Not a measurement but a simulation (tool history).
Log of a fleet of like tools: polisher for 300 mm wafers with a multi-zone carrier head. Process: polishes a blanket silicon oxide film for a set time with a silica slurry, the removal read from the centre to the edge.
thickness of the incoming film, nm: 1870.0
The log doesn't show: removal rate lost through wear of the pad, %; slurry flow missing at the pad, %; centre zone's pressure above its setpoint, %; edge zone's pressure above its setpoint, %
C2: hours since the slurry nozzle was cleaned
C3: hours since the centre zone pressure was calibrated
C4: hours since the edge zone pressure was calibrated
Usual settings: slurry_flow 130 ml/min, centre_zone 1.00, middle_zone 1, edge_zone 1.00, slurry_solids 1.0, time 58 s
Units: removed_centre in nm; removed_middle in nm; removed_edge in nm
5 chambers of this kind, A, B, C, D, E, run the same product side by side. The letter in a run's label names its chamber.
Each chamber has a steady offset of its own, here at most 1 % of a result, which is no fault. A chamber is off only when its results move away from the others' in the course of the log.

{"run": "1B", "hour": 6.8, "slurry_flow": 130, "centre_zone": 1.0, "middle_zone": 1, "edge_zone": 1.0, "slurry_solids": 1.0, "time": 58, "wafers polished on this pad": 381, "C2": 181.8, "C3": 319.9, "C4": 77.1, "removed_centre": 138.74, "removed_middle": 138.28, "removed_edge": 138.83}
{"run": "2E", "hour": 11.6, "slurry_flow": 130, "centre_zone": 1.0, "middle_zone": 1, "edge_zone": 1.0, "slurry_solids": 1.0, "time": 58, "wafers polished on this pad": 106, "C2": 202.4, "C3": 206.9, "C4": 1268.6, "removed_centre": 137.67, "removed_middle": 139.12, "removed_edge": 138.7}
{"run": "3C", "hour": 21.5, "slurry_flow": 130, "centre_zone": 1.0, "middle_zone": 1, "edge_zone": 1.0, "slurry_solids": 1.0, "time": 58, "wafers polished on this pad": 1145, "C2": 371.7, "C3": 150.8, "C4": 911.4, "removed_centre": 137.89, "removed_middle": 140.25, "removed_edge": 138.09}
{"hour": 27.8, "done": "chamber C: worn pad replaced by a new one"}
{"hour": 29.2, "done": "chamber B: worn pad replaced by a new one"}
{"run": "4A", "hour": 30.0, "slurry_flow": 130, "centre_zone": 1.0, "middle_zone": 1, "edge_zone": 1.0, "slurry_solids": 1.0, "time": 58, "wafers polished on this pad": 669, "C2": 569.4, "C3": 334.7, "C4": 372.8, "removed_centre": 138.96, "removed_middle": 138.27, "removed_edge": 136.89}
{"run": "5D", "hour": 35.8, "slurry_flow": 130, "centre_zone": 1.0, "middle_zone": 1, "edge_zone": 1.0, "slurry_solids": 1.0, "time": 58, "wafers polished on this pad": 661, "C2": 147.3, "C3": 87.2, "C4": 112.3, "removed_centre": 139.69, "removed_middle": 138.0, "removed_edge": 139.16}
{"run": "6D", "hour": 44.5, "slurry_flow": 130, "centre_zone": 1.0, "middle_zone": 1, "edge_zone": 1.0, "slurry_solids": 1.0, "time": 58, "wafers polished on this pad": 729, "C2": 156.0, "C3": 95.9, "C4": 121.0, "removed_centre": 140.59, "removed_middle": 142.33, "removed_edge": 138.42}
{"run": "7A", "hour": 50.5, "slurry_flow": 130, "centre_zone": 1.0, "middle_zone": 1, "edge_zone": 1.0, "slurry_solids": 1.0, "time": 58, "wafers polished on this pad": 828, "C2": 589.9, "C3": 355.2, "C4": 393.3, "removed_centre": 139.34, "removed_middle": 138.62, "removed_edge": 138.68}
{"hour": 57.9, "done": "chamber E: worn pad replaced by a new one"}
{"run": "8B", "hour": 58.9, "slurry_flow": 130, "centre_zone": 1.0, "middle_zone": 1, "edge_zone": 1.0, "slurry_solids": 1.0, "time": 58, "wafers polished on this pad": 231, "C2": 233.9, "C3": 372.0, "C4": 129.2, "removed_centre": 138.48, "removed_middle": 140.4, "removed_edge": 137.16}
{"run": "9C", "hour": 65.7, "slurry_flow": 130, "centre_zone": 1.0, "middle_zone": 1, "edge_zone": 1.0, "slurry_solids": 1.0, "time": 58, "wafers polished on this pad": 295, "C2": 415.9, "C3": 195.0, "C4": 955.6, "removed_centre": 137.87, "removed_middle": 140.9, "removed_edge": 138.92}
{"run": "10E", "hour": 76.1, "slurry_flow": 130, "centre_zone": 1.0, "middle_zone": 1, "edge_zone": 1.0, "slurry_solids": 1.0, "time": 58, "wafers polished on this pad": 142, "C2": 266.9, "C3": 271.4, "C4": 1333.1, "removed_centre": 137.83, "removed_middle": 139.9, "removed_edge": 140.69}
{"hour": 83.6, "done": "chamber D: worn pad replaced by a new one"}
{"run": "11A", "hour": 83.8, "slurry_flow": 130, "centre_zone": 1.0, "middle_zone": 1, "edge_zone": 1.1, "slurry_solids": 1.0, "time": 71, "wafers polished on this pad": 1088, "C2": 623.2, "C3": 388.5, "C4": 426.6, "removed_centre": 170.92, "removed_middle": 165.21, "removed_edge": 179.11}
{"run": "12B", "hour": 88.9, "slurry_flow": 130, "centre_zone": 1.0, "middle_zone": 1, "edge_zone": 1.1, "slurry_solids": 1.0, "time": 71, "wafers polished on this pad": 465, "C2": 263.9, "C3": 402.0, "C4": 159.2, "removed_centre": 170.67, "removed_middle": 167.91, "removed_edge": 178.89}
{"run": "13C", "hour": 96.9, "slurry_flow": 130, "centre_zone": 1.0, "middle_zone": 1, "edge_zone": 1.1, "slurry_solids": 1.0, "time": 71, "wafers polished on this pad": 539, "C2": 447.1, "C3": 226.2, "C4": 986.8, "removed_centre": 172.18, "removed_middle": 170.89, "removed_edge": 180.16}
{"hour": 97.7, "done": "chamber B: worn pad replaced by a new one"}
{"run": "14D", "hour": 101.6, "slurry_flow": 130, "centre_zone": 1.0, "middle_zone": 1, "edge_zone": 1.1, "slurry_solids": 1.0, "time": 71, "wafers polished on this pad": 140, "C2": 213.1, "C3": 153.0, "C4": 178.1, "removed_centre": 170.38, "removed_middle": 170.66, "removed_edge": 179.17}
{"hour": 103.8, "done": "chamber A: slurry nozzle cleaned"}
{"run": "15E", "hour": 106.5, "slurry_flow": 130, "centre_zone": 1.0, "middle_zone": 1, "edge_zone": 1.1, "slurry_solids": 1.0, "time": 71, "wafers polished on this pad": 379, "C2": 297.3, "C3": 301.8, "C4": 1363.5, "removed_centre": 170.13, "removed_middle": 171.32, "removed_edge": 179.28}
{"run": "16D", "hour": 114.4, "slurry_flow": 130, "centre_zone": 1.0, "middle_zone": 1, "edge_zone": 1.0, "slurry_solids": 1.0, "time": 58, "wafers polished on this pad": 240, "C2": 225.9, "C3": 165.8, "C4": 190.9, "removed_centre": 140.75, "removed_middle": 139.8, "removed_edge": 139.08}
{"run": "17A", "hour": 124.4, "slurry_flow": 130, "centre_zone": 1.0, "middle_zone": 1, "edge_zone": 1.0, "slurry_solids": 1.0, "time": 58, "wafers polished on this pad": 1404, "C2": 20.7, "C3": 429.1, "C4": 467.2, "removed_centre": 138.78, "removed_middle": 137.41, "removed_edge": 138.87}
{"hour": 130.8, "done": "chamber E: worn pad replaced by a new one"}
{"run": "18E", "hour": 133.1, "slurry_flow": 130, "centre_zone": 1.0, "middle_zone": 1, "edge_zone": 1.0, "slurry_solids": 1.0, "time": 58, "wafers polished on this pad": 18, "C2": 323.9, "C3": 328.4, "C4": 1390.1, "removed_centre": 139.88, "removed_middle": 139.76, "removed_edge": 140.08}
{"run": "19B", "hour": 143.3, "slurry_flow": 130, "centre_zone": 1.0, "middle_zone": 1, "edge_zone": 1.0, "slurry_solids": 1.0, "time": 58, "wafers polished on this pad": 355, "C2": 318.3, "C3": 456.4, "C4": 213.6, "removed_centre": 139.01, "removed_middle": 137.31, "removed_edge": 139.17}
{"hour": 147.1, "done": "chamber A: worn pad replaced by a new one"}
{"run": "20C", "hour": 151.7, "slurry_flow": 130, "centre_zone": 1.0, "middle_zone": 1, "edge_zone": 1.0, "slurry_solids": 1.0, "time": 58, "wafers polished on this pad": 966, "C2": 501.9, "C3": 281.0, "C4": 1041.6, "removed_centre": 139.04, "removed_middle": 139.38, "removed_edge": 139.29}
{"hour": 158.6, "done": "chamber B: worn pad replaced by a new one"}
{"run": "21B", "hour": 160.4, "slurry_flow": 130, "centre_zone": 0.88, "middle_zone": 1, "edge_zone": 0.94, "slurry_solids": 1.0, "time": 58, "wafers polished on this pad": 14, "C2": 335.4, "C3": 473.5, "C4": 230.7, "removed_centre": 122.21, "removed_middle": 138.2, "removed_edge": 135.74}
{"run": "22E", "hour": 165.7, "slurry_flow": 130, "centre_zone": 0.88, "middle_zone": 1, "edge_zone": 0.94, "slurry_solids": 1.0, "time": 58, "wafers polished on this pad": 272, "C2": 356.5, "C3": 361.0, "C4": 1422.7, "removed_centre": 119.18, "removed_middle": 139.61, "removed_edge": 135.96}
{"run": "23C", "hour": 174.5, "slurry_flow": 130, "centre_zone": 0.88, "middle_zone": 1, "edge_zone": 0.94, "slurry_solids": 1.0, "time": 58, "wafers polished on this pad": 1144, "C2": 524.7, "C3": 303.8, "C4": 1064.4, "removed_centre": 121.49, "removed_middle": 135.37, "removed_edge": 134.28}
{"run": "24A", "hour": 180.8, "slurry_flow": 130, "centre_zone": 0.88, "middle_zone": 1, "edge_zone": 0.94, "slurry_solids": 1.0, "time": 58, "wafers polished on this pad": 262, "C2": 77.1, "C3": 485.5, "C4": 523.6, "removed_centre": 121.0, "removed_middle": 135.57, "removed_edge": 134.49}
{"hour": 182.7, "done": "chamber C: slurry nozzle cleaned"}
{"hour": 183.1, "done": "chamber C: edge zone pressure recalibrated"}
{"run": "25D", "hour": 190.6, "slurry_flow": 130, "centre_zone": 0.88, "middle_zone": 1, "edge_zone": 0.94, "slurry_solids": 1.0, "time": 58, "wafers polished on this pad": 834, "C2": 302.1, "C3": 242.0, "C4": 267.1, "removed_centre": 120.57, "removed_middle": 138.45, "removed_edge": 133.52}
{"run": "26E", "hour": 197.7, "slurry_flow": 130, "centre_zone": 1.0, "middle_zone": 1, "edge_zone": 1.0, "slurry_solids": 1.0, "time": 58, "wafers polished on this pad": 521, "C2": 388.5, "C3": 393.0, "C4": 1454.7, "removed_centre": 139.87, "removed_middle": 136.28, "removed_edge": 139.86}
{"hour": 198.7, "done": "chamber E: worn pad replaced by a new one"}
{"hour": 200.9, "done": "chamber E: edge zone pressure recalibrated"}
{"hour": 202.3, "done": "chamber C: worn pad replaced by a new one"}
{"run": "27C", "hour": 205.8, "slurry_flow": 130, "centre_zone": 1.0, "middle_zone": 1, "edge_zone": 1.0, "slurry_solids": 1.0, "time": 58, "wafers polished on this pad": 27, "C2": 23.2, "C3": 335.1, "C4": 22.8, "removed_centre": 139.47, "removed_middle": 135.86, "removed_edge": 139.66}
{"hour": 210.8, "done": "chamber B: edge zone pressure recalibrated"}
{"run": "28D", "hour": 213.0, "slurry_flow": 130, "centre_zone": 1.0, "middle_zone": 1, "edge_zone": 1.0, "slurry_solids": 1.0, "time": 58, "wafers polished on this pad": 1009, "C2": 324.5, "C3": 264.4, "C4": 289.5, "removed_centre": 142.0, "removed_middle": 139.3, "removed_edge": 138.73}
{"run": "29A", "hour": 219.1, "slurry_flow": 130, "centre_zone": 1.0, "middle_zone": 1, "edge_zone": 1.0, "slurry_solids": 1.0, "time": 58, "wafers polished on this pad": 561, "C2": 115.4, "C3": 523.8, "C4": 561.9, "removed_centre": 139.5, "removed_middle": 139.65, "removed_edge": 139.34}
{"hour": 223.1, "done": "chamber D: worn pad replaced by a new one"}
{"run": "30B", "hour": 227.8, "slurry_flow": 130, "centre_zone": 1.0, "middle_zone": 1, "edge_zone": 1.0, "slurry_solids": 1.0, "time": 58, "wafers polished on this pad": 540, "C2": 402.8, "C3": 540.9, "C4": 17.1, "removed_centre": 137.4, "removed_middle": 137.93, "removed_edge": 140.43}
{"hour": 230.4, "done": "chamber C: centre zone pressure recalibrated"}
{"hour": 233.0, "done": "chamber B: worn pad replaced by a new one"}
{"run": "31B", "hour": 236.5, "slurry_flow": 130, "centre_zone": 1.0, "middle_zone": 1, "edge_zone": 1.0, "slurry_solids": 1.0, "time": 58, "wafers polished on this pad": 27, "C2": 411.5, "C3": 549.6, "C4": 25.8, "removed_centre": 138.26, "removed_middle": 138.44, "removed_edge": 140.94}
{"run": "32C", "hour": 245.4, "slurry_flow": 130, "centre_zone": 1.0, "middle_zone": 1, "edge_zone": 1.0, "slurry_solids": 1.0, "time": 58, "wafers polished on this pad": 336, "C2": 62.8, "C3": 15.0, "C4": 62.4, "removed_centre": 138.93, "removed_middle": 142.76, "removed_edge": 139.91}
{"run": "33D", "hour": 253.9, "slurry_flow": 130, "centre_zone": 1.0, "middle_zone": 1, "edge_zone": 1.0, "slurry_solids": 0.8, "time": 58, "wafers polished on this pad": 240, "C2": 365.4, "C3": 305.3, "C4": 330.4, "removed_centre": 125.66, "removed_middle": 126.0, "removed_edge": 125.47}
{"hour": 259.7, "done": "chamber D: slurry nozzle cleaned"}
{"run": "34E", "hour": 264.7, "slurry_flow": 130, "centre_zone": 1.0, "middle_zone": 1, "edge_zone": 1.0, "slurry_solids": 0.8, "time": 58, "wafers polished on this pad": 515, "C2": 455.5, "C3": 460.0, "C4": 63.9, "removed_centre": 124.35, "removed_middle": 126.35, "removed_edge": 127.26}
{"hour": 269.3, "done": "chamber E: worn pad replaced by a new one"}
{"run": "35A", "hour": 275.1, "slurry_flow": 130, "centre_zone": 1.0, "middle_zone": 1, "edge_zone": 1.0, "slurry_solids": 0.8, "time": 58, "wafers polished on this pad": 997, "C2": 171.4, "C3": 579.8, "C4": 617.9, "removed_centre": 124.43, "removed_middle": 124.39, "removed_edge": 125.34}
{"run": "36E", "hour": 281.4, "slurry_flow": 130, "centre_zone": 1.0, "middle_zone": 1, "edge_zone": 1.0, "slurry_solids": 0.8, "time": 58, "wafers polished on this pad": 94, "C2": 472.2, "C3": 476.7, "C4": 80.6, "removed_centre": 125.51, "removed_middle": 123.38, "removed_edge": 126.39}
{"run": "37A", "hour": 291.2, "slurry_flow": 130, "centre_zone": 1.0, "middle_zone": 1, "edge_zone": 1.0, "slurry_solids": 0.8, "time": 58, "wafers polished on this pad": 1123, "C2": 187.5, "C3": 595.9, "C4": 634.0, "removed_centre": 124.72, "removed_middle": 125.35, "removed_edge": 125.55}
{"hour": 294.8, "done": "chamber B: slurry nozzle cleaned"}
{"run": "38B", "hour": 301.1, "slurry_flow": 130, "centre_zone": 1.0, "middle_zone": 1, "edge_zone": 1.0, "slurry_solids": 1.0, "time": 58, "wafers polished on this pad": 531, "C2": 6.4, "C3": 614.2, "C4": 90.4, "removed_centre": 138.96, "removed_middle": 139.84, "removed_edge": 138.57}
{"run": "39D", "hour": 311.2, "slurry_flow": 130, "centre_zone": 1.0, "middle_zone": 1, "edge_zone": 1.0, "slurry_solids": 1.0, "time": 58, "wafers polished on this pad": 687, "C2": 51.6, "C3": 362.6, "C4": 387.7, "removed_centre": 139.15, "removed_middle": 140.27, "removed_edge": 140.08}
{"run": "40C", "hour": 321.6, "slurry_flow": 130, "centre_zone": 1.0, "middle_zone": 1, "edge_zone": 1.0, "slurry_solids": 1.0, "time": 58, "wafers polished on this pad": 930, "C2": 139.0, "C3": 91.2, "C4": 138.6, "removed_centre": 138.99, "removed_middle": 139.89, "removed_edge": 139.47}
{"run": "41E", "hour": 326.8, "slurry_flow": 130, "centre_zone": 1.0, "middle_zone": 1, "edge_zone": 1.0, "slurry_solids": 1.0, "time": 58, "wafers polished on this pad": 448, "C2": 517.6, "C3": 522.1, "C4": 126.0, "removed_centre": 138.41, "removed_middle": 137.22, "removed_edge": 139.5}
{"run": "42D", "hour": 337.1, "slurry_flow": 130, "centre_zone": 1.0, "middle_zone": 1, "edge_zone": 1.0, "slurry_solids": 1.0, "time": 58, "wafers polished on this pad": 889, "C2": 77.5, "C3": 388.5, "C4": 413.6, "removed_centre": 140.86, "removed_middle": 136.79, "removed_edge": 137.71}

All 5 chambers run these settings next. Forecast each chamber's results:
{"run": "43A", "hour": 344.9, "slurry_flow": 130, "centre_zone": 1.0, "middle_zone": 1, "edge_zone": 1.0, "slurry_solids": 1.0, "time": 58, "removed_centre": "?", "removed_middle": "?", "removed_edge": "?"}
{"run": "43B", "hour": 344.9, "slurry_flow": 130, "centre_zone": 1.0, "middle_zone": 1, "edge_zone": 1.0, "slurry_solids": 1.0, "time": 58, "removed_centre": "?", "removed_middle": "?", "removed_edge": "?"}
{"run": "43C", "hour": 344.9, "slurry_flow": 130, "centre_zone": 1.0, "middle_zone": 1, "edge_zone": 1.0, "slurry_solids": 1.0, "time": 58, "removed_centre": "?", "removed_middle": "?", "removed_edge": "?"}
{"run": "43D", "hour": 344.9, "slurry_flow": 130, "centre_zone": 1.0, "middle_zone": 1, "edge_zone": 1.0, "slurry_solids": 1.0, "time": 58, "removed_centre": "?", "removed_middle": "?", "removed_edge": "?"}
{"run": "43E", "hour": 344.9, "slurry_flow": 130, "centre_zone": 1.0, "middle_zone": 1, "edge_zone": 1.0, "slurry_solids": 1.0, "time": 58, "removed_centre": "?", "removed_middle": "?", "removed_edge": "?"}

run=43A removed_centre=139.40 removed_middle=138.02 removed_edge=139.34
run=43B removed_centre=138.86 removed_middle=139.39 removed_edge=138.55
run=43C removed_centre=138.07 removed_middle=140.19 removed_edge=138.41
run=43D removed_centre=141.02 removed_middle=135.05 removed_edge=139.50
run=43E removed_centre=139.18 removed_middle=138.19 removed_edge=137.13
